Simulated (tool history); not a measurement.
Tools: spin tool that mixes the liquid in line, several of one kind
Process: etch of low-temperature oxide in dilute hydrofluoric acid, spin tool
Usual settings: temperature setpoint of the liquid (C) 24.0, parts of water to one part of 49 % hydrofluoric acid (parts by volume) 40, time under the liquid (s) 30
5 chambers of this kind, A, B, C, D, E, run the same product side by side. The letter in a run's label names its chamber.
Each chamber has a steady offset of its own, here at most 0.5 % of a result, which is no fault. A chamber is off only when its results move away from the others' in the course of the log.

run,hour,temperature setpoint of the liquid (C),parts of water to one part of 49 % hydrofluoric acid (parts by volume),time under the liquid (s),"read-back film thickness of the low-temperature oxide reference wafer, read on the same gauge (nm)",thickness taken off the low-temperature oxide on a monitor wafer (angstrom)
1E,9.4,24.0,40,30,40.016,238.53
2A,18.7,24.0,40,30,39.984,238.79
3C,24.7,24.0,40,30,39.983,237.95
4B,34.7,24.0,40,30,40.000,241.11
5D,41.4,24.0,40,30,39.986,239.07
6B,47.8,24.0,40,30,39.994,239.97
7C,54.9,24.0,40,30,39.989,239.39
# hour 58.1: chamber E: hydrofluoric acid flow meter replaced
8D,61.5,24.0,40,30,40.016,240.57
9E,70.4,24.0,40,30,39.930,237.95
10A,76.2,26.5,40,45,39.971,398.46
11C,84.9,26.5,40,45,40.033,395.90
12A,95.5,26.5,40,45,40.038,396.35
13E,102.1,26.5,40,45,39.964,400.73
14B,112.1,26.5,40,45,40.029,400.57
15D,117.1,24.0,40,30,40.002,240.29
16B,126.1,24.0,40,30,40.039,240.15
17D,133.3,24.0,40,30,40.023,239.73
18C,144.4,24.0,40,30,39.993,235.81
19A,152.6,24.0,40,30,40.021,238.83
20E,161.3,24.0,40,30,40.013,239.65
21D,167.9,24.0,40,30,39.963,238.43
22E,175.3,24.0,40,30,39.972,237.71
23A,181.9,24.0,40,30,39.991,235.53
# hour 182.3: chamber B: hydrofluoric acid flow meter replaced
24B,193.0,24.0,40,30,40.002,238.71
25C,198.9,24.0,40,30,39.987,237.04
26E,209.5,24.0,40,30,39.982,239.08
27D,218.1,24.0,40,30,39.996,240.81
28C,228.6,24.0,40,30,39.996,237.22
29B,238.2,24.0,20,50,39.972,806.13
30A,249.2,24.0,20,50,39.996,808.90
31E,258.8,24.0,20,50,39.942,808.95
32A,268.2,24.0,20,50,40.010,810.29
33B,273.1,24.0,20,50,39.962,804.50
34C,278.3,24.0,40,30,39.983,238.37
# hour 279.6: chamber E: thermometer replaced
35D,288.3,24.0,40,30,40.042,239.30
36A,296.5,24.0,40,30,40.048,232.84
37B,301.9,24.0,40,30,40.000,240.11
38E,309.5,25.5,40,30,40.024,254.55
39D,320.6,25.5,40,30,40.034,254.61
40C,326.5,25.5,40,30,39.960,251.87
41E,336.9,25.5,40,30,40.023,251.91
42A,347.7,25.5,40,30,40.052,243.30

Is one chamber off against the others, does the gauge drift, or is nothing wrong? If a chamber is off, say which, and what the likeliest cause is.

Chamber A drifts away from the others.
Cause: liquid colder than its thermometer reads (K) = 1.07.
The log may not tell that from: hydrofluoric acid flow below the setpoint (%).

Here are 4 candidates for chamber A's next run, each the usual settings with a change, their results left as question marks. Which one brings its results back in line with what the others give on the usual settings?
In line means no further than this from the other chambers' mean on the usual settings: thickness taken off the low-temperature oxide on a monitor wafer (angstrom) 3.30
43A-1,355.7,26.0,40,30,,?
43A-2,355.7,23.0,40,30,,?
43A-3,355.7,22.0,40,30,,?
43A-4,355.7,25.0,40,30,,?

The other chambers' mean on the usual settings: thickness taken off the low-temperature oxide on a monitor wafer (angstrom) 239.26
run,thickness taken off the low-temperature oxide on a monitor wafer (angstrom)
43A-1,248.40
43A-2,219.49
43A-3,210.48
43A-4,238.44
43A-4 brings the chamber back in line.

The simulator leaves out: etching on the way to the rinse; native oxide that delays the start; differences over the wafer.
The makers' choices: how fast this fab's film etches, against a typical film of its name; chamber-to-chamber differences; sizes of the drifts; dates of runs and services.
